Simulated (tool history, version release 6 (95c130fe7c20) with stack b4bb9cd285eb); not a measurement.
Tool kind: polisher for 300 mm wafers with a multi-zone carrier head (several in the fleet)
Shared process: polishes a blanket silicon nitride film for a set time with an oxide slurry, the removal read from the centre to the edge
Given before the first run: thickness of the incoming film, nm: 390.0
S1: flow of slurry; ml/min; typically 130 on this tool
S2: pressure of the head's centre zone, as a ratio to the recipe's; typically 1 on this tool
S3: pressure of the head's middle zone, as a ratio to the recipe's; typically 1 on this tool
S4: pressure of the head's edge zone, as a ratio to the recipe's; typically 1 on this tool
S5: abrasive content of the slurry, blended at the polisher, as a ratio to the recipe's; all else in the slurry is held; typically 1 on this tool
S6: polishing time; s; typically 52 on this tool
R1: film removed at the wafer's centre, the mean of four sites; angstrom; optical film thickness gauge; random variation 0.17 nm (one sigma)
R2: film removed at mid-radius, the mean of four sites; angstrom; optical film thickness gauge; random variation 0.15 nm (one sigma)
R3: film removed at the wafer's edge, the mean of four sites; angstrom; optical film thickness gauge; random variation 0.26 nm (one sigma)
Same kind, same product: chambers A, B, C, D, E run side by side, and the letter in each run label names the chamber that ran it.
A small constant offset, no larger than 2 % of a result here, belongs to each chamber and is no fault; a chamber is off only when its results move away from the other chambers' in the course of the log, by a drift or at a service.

run	hour	S1	S2	S3	S4	S5	S6	R1	R2	R3
# hour 1.9: chamber D: worn pad replaced by a new one
1A	6.8	130	1	1	1	1	52	215.44	215.32	221.95
2B	17.3	130	1	1	1	1	52	216.14	220.74	214.29
3E	22.8	130	1	1	1	1	52	215.06	218.07	223.27
# hour 23.3: chamber E: worn pad replaced by a new one
4D	33.8	130	1	1	1	1	52	217.32	215.42	220.25
5C	39.3	130	1	1	1.06	1	59	245.43	249.45	254.83
# hour 42.8: chamber A: worn pad replaced by a new one
6A	45	130	1	1	1.06	1	59	244.83	244.67	258.81
# hour 48.6: chamber D: edge zone pressure recalibrated
# hour 53.3: chamber C: worn pad replaced by a new one
# hour 53.6: chamber B: worn pad replaced by a new one
7C	54.4	130	1	1	1.06	1	59	244.74	248.23	253.11
8D	59.7	130	1	1	1.06	1	59	242.94	246.83	249.1
# hour 66.3: chamber D: worn pad replaced by a new one
9B	69.4	130	1	1	1.06	1	59	245.7	248.58	251.75
# hour 71.1: chamber B: centre zone pressure recalibrated
10E	79.2	130	1	1	1	1	52	214.85	219.06	220.22
11A	90.4	130	1	1	1	1	52	215.48	217.52	217.27
# hour 99.2: chamber E: worn pad replaced by a new one
12B	102	130	1	1	1	1	52	217.63	218.13	217.77
# hour 103.3: chamber C: slurry nozzle cleaned
13D	107.8	130	1	1	1	1	52	216.24	215.67	212.4
# hour 110.4: chamber A: worn pad replaced by a new one
14C	118.4	130	1	1	1	1	52	217.95	217.48	215.85
# hour 121.9: chamber C: worn pad replaced by a new one
15E	128.5	130	1	1	1	1	52	214.02	216.52	218.57
# hour 131.8: chamber B: worn pad replaced by a new one
16D	136.4	130	1	1	1	1	52	217	216.46	222.38
# hour 136.5: chamber D: worn pad replaced by a new one
17C	141.9	130	1	1	1	1	52	215.76	217.65	217.4
18A	150.7	130	1	1	1	1	52	214.55	214.47	217.28
19E	156.4	130	1	0.93	0.94	1	52	215.86	203.29	212.11
20B	163	130	1	0.93	0.94	1	52	215.24	203.24	213.84
# hour 168.8: chamber E: slurry nozzle cleaned
# hour 169.3: chamber E: worn pad replaced by a new one
21B	172.8	130	1	0.93	0.94	1	52	220.5	203.82	207.5
# hour 180.1: chamber D: centre zone pressure recalibrated
# hour 181.6: chamber C: edge zone pressure recalibrated
22D	181.8	130	1	0.93	0.94	1	52	234.06	202.2	206.43
# hour 184: chamber A: worn pad replaced by a new one
23C	191.7	130	1	0.93	0.94	1	52	219.07	204.91	215.37
# hour 191.9: chamber C: worn pad replaced by a new one
# hour 199.1: chamber D: worn pad replaced by a new one
24E	199.7	130	1	1	1	1	52	216.71	216.3	221.35
# hour 205.1: chamber B: worn pad replaced by a new one
25A	205.6	130	1	1.06	0.89	1	52	218.3	230.75	207.41
26C	216.3	130	1	1.06	0.89	1	52	216.54	229.88	206.85
27B	226.2	130	1	1.06	0.89	1	52	215.67	229.96	204.26
# hour 226.8: chamber E: worn pad replaced by a new one
# hour 231: chamber E: edge zone pressure recalibrated
# hour 233.7: chamber D: slurry nozzle cleaned
28A	236.4	130	1	1.06	0.89	1	52	215.81	225.8	204.91
29D	243.9	130	1	1.06	0.89	1	52	234.92	229.5	203
# hour 248.5: chamber A: worn pad replaced by a new one
# hour 252.4: chamber C: worn pad replaced by a new one
30E	255	130	1	1	1	1	52	215.83	216.69	217.88
31E	260.2	130	1	1	1	1	52	218.37	216.32	220.62
# hour 264.7: chamber D: worn pad replaced by a new one
32C	266.5	130	1	1	1	1	52	216.89	216.32	219.06
33A	273.5	130	1	1	1	1	52	217.32	215.67	221.21
# hour 276.6: chamber B: slurry nozzle cleaned
34B	278.6	130	1	1	1	1	52	216.95	217.8	222.91
# hour 279.2: chamber B: worn pad replaced by a new one
# hour 285.7: chamber E: worn pad replaced by a new one
# hour 286.5: chamber A: slurry nozzle cleaned
35D	288.8	130	1	1	1	1	52	234.45	217.01	216.86
36B	295.2	130	1	1	1	1	52	220.03	218.24	214.96
# hour 305.9: chamber E: centre zone pressure recalibrated
37D	306.6	130	1	1	1	1	52	233.78	215.64	219.25
# hour 312.8: chamber C: worn pad replaced by a new one
38A	315	100	0.92	1	1	1	52	184.75	202.74	212.11
39C	326	100	0.92	1	1	1	52	183.79	202.9	210.62
40E	332.1	100	0.92	1	1	1	52	181.99	204.21	209.34

Each of the 5 chambers runs these same settings next. Fill in every chamber's results:
41A	340.4	130	1	1	1	1	52	?	?	?
41B	340.4	130	1	1	1	1	52	?	?	?
41C	340.4	130	1	1	1	1	52	?	?	?
41D	340.4	130	1	1	1	1	52	?	?	?
41E	340.4	130	1	1	1	1	52	?	?	?

run	R1	R2	R3
41A	217.41	217.88	218.18
41B	217.73	220.3	216.78
41C	215.16	220.56	218.5
41D	231.98	214.51	215.88
41E	213.57	218.3	221.63
